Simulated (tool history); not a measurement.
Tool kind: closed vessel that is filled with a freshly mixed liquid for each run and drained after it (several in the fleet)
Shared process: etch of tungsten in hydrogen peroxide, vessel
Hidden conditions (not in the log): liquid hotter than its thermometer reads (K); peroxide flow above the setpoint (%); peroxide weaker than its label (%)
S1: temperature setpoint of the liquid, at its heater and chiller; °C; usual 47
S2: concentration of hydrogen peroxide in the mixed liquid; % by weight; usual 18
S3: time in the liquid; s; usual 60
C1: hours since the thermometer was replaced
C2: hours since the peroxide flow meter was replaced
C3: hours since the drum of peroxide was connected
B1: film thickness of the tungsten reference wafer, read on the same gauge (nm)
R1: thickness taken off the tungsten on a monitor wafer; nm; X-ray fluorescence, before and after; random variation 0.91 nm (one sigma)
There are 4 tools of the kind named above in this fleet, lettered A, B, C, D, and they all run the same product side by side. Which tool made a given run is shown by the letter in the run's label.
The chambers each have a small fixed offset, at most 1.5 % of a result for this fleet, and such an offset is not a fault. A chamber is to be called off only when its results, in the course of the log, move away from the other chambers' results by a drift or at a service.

{"run": "1D", "hour": 8.6, "S1": 47, "S2": 18, "S3": 60, "C1": 550.1, "C2": 340.1, "C3": 112.4, "B1": 110.03, "R1": 97.547}
{"hour": 9.7, "done": "chamber C: peroxide flow meter replaced"}
{"run": "2A", "hour": 14.0, "S1": 47, "S2": 18, "S3": 60, "C1": 979.3, "C2": 1076.1, "C3": 473.9, "B1": 110.02, "R1": 96.502}
{"hour": 16.3, "done": "chamber A: thermometer replaced"}
{"run": "3B", "hour": 23.5, "S1": 47, "S2": 18, "S3": 60, "C1": 312.1, "C2": 573.3, "C3": 355.2, "B1": 109.98, "R1": 93.447}
{"run": "4C", "hour": 29.1, "S1": 47, "S2": 18, "S3": 60, "C1": 542.9, "C2": 19.5, "C3": 161.6, "B1": 110.02, "R1": 96.612}
{"run": "5B", "hour": 37.5, "S1": 47, "S2": 18, "S3": 60, "C1": 326.1, "C2": 587.3, "C3": 369.2, "B1": 109.99, "R1": 96.609}
{"hour": 40.2, "done": "chamber B: new drum of peroxide connected"}
{"run": "6A", "hour": 42.2, "S1": 47, "S2": 18, "S3": 60, "C1": 26.0, "C2": 1104.3, "C3": 502.1, "B1": 110.02, "R1": 96.964}
{"run": "7D", "hour": 50.3, "S1": 47, "S2": 18, "S3": 60, "C1": 591.8, "C2": 381.8, "C3": 154.1, "B1": 110.01, "R1": 95.359}
{"run": "8C", "hour": 56.0, "S1": 47, "S2": 18, "S3": 60, "C1": 569.8, "C2": 46.4, "C3": 188.5, "B1": 109.99, "R1": 96.626}
{"run": "9C", "hour": 66.2, "S1": 47, "S2": 18, "S3": 60, "C1": 580.0, "C2": 56.6, "C3": 198.7, "B1": 109.97, "R1": 97.145}
{"hour": 67.0, "done": "chamber D: thermometer replaced"}
{"run": "10B", "hour": 75.0, "S1": 47, "S2": 18, "S3": 60, "C1": 363.6, "C2": 624.8, "C3": 34.8, "B1": 110.0, "R1": 95.108}
{"run": "11A", "hour": 79.8, "S1": 47, "S2": 18, "S3": 60, "C1": 63.6, "C2": 1141.9, "C3": 539.7, "B1": 109.97, "R1": 96.207}
{"run": "12D", "hour": 87.9, "S1": 47, "S2": 18, "S3": 60, "C1": 21.0, "C2": 419.4, "C3": 191.7, "B1": 110.0, "R1": 95.032}
{"run": "13B", "hour": 94.7, "S1": 47, "S2": 18, "S3": 60, "C1": 383.3, "C2": 644.5, "C3": 54.5, "B1": 110.01, "R1": 94.721}
{"run": "14D", "hour": 101.9, "S1": 47, "S2": 18, "S3": 60, "C1": 35.0, "C2": 433.4, "C3": 205.7, "B1": 109.98, "R1": 94.195}
{"run": "15A", "hour": 107.4, "S1": 56, "S2": 18, "S3": 35, "C1": 91.2, "C2": 1169.5, "C3": 567.3, "B1": 109.99, "R1": 97.882}
{"run": "16C", "hour": 112.7, "S1": 56, "S2": 18, "S3": 35, "C1": 626.5, "C2": 103.1, "C3": 245.2, "B1": 110.0, "R1": 97.655}
{"run": "17A", "hour": 123.1, "S1": 56, "S2": 18, "S3": 35, "C1": 106.9, "C2": 1185.2, "C3": 583.0, "B1": 109.98, "R1": 100.23}
{"run": "18D", "hour": 129.9, "S1": 56, "S2": 18, "S3": 35, "C1": 63.0, "C2": 461.4, "C3": 233.7, "B1": 109.99, "R1": 97.991}
{"run": "19B", "hour": 137.1, "S1": 47, "S2": 13, "S3": 60, "C1": 425.7, "C2": 686.9, "C3": 96.9, "B1": 109.96, "R1": 81.038}
{"run": "20C", "hour": 143.7, "S1": 47, "S2": 13, "S3": 60, "C1": 657.5, "C2": 134.1, "C3": 276.2, "B1": 110.03, "R1": 83.001}
{"run": "21C", "hour": 148.5, "S1": 47, "S2": 13, "S3": 60, "C1": 662.3, "C2": 138.9, "C3": 281.0, "B1": 110.0, "R1": 81.754}
{"run": "22A", "hour": 158.8, "S1": 47, "S2": 13, "S3": 60, "C1": 142.6, "C2": 1220.9, "C3": 618.7, "B1": 109.99, "R1": 83.499}
{"run": "23B", "hour": 163.5, "S1": 47, "S2": 18, "S3": 60, "C1": 452.1, "C2": 713.3, "C3": 123.3, "B1": 110.05, "R1": 95.457}
{"run": "24D", "hour": 169.4, "S1": 47, "S2": 18, "S3": 60, "C1": 102.5, "C2": 500.9, "C3": 273.2, "B1": 109.98, "R1": 95.029}
{"run": "25D", "hour": 177.5, "S1": 47, "S2": 18, "S3": 60, "C1": 110.6, "C2": 509.0, "C3": 281.3, "B1": 109.99, "R1": 96.364}
{"run": "26C", "hour": 185.5, "S1": 47, "S2": 18, "S3": 60, "C1": 699.3, "C2": 175.9, "C3": 318.0, "B1": 110.0, "R1": 97.055}
{"run": "27A", "hour": 193.0, "S1": 47, "S2": 18, "S3": 60, "C1": 176.8, "C2": 1255.1, "C3": 652.9, "B1": 109.99, "R1": 96.901}
{"run": "28B", "hour": 197.7, "S1": 41, "S2": 18, "S3": 75, "C1": 486.3, "C2": 747.5, "C3": 157.5, "B1": 110.04, "R1": 80.561}
{"run": "29A", "hour": 207.3, "S1": 41, "S2": 18, "S3": 75, "C1": 191.1, "C2": 1269.4, "C3": 667.2, "B1": 110.0, "R1": 81.704}

What goes on in this fleet: one chamber off, a drifting gauge, or nothing beyond the chambers' own small offsets? Name the chamber and the cause, if any.

The fleet is healthy, with each chamber sitting at its usual small offset and no drift in the gauge.
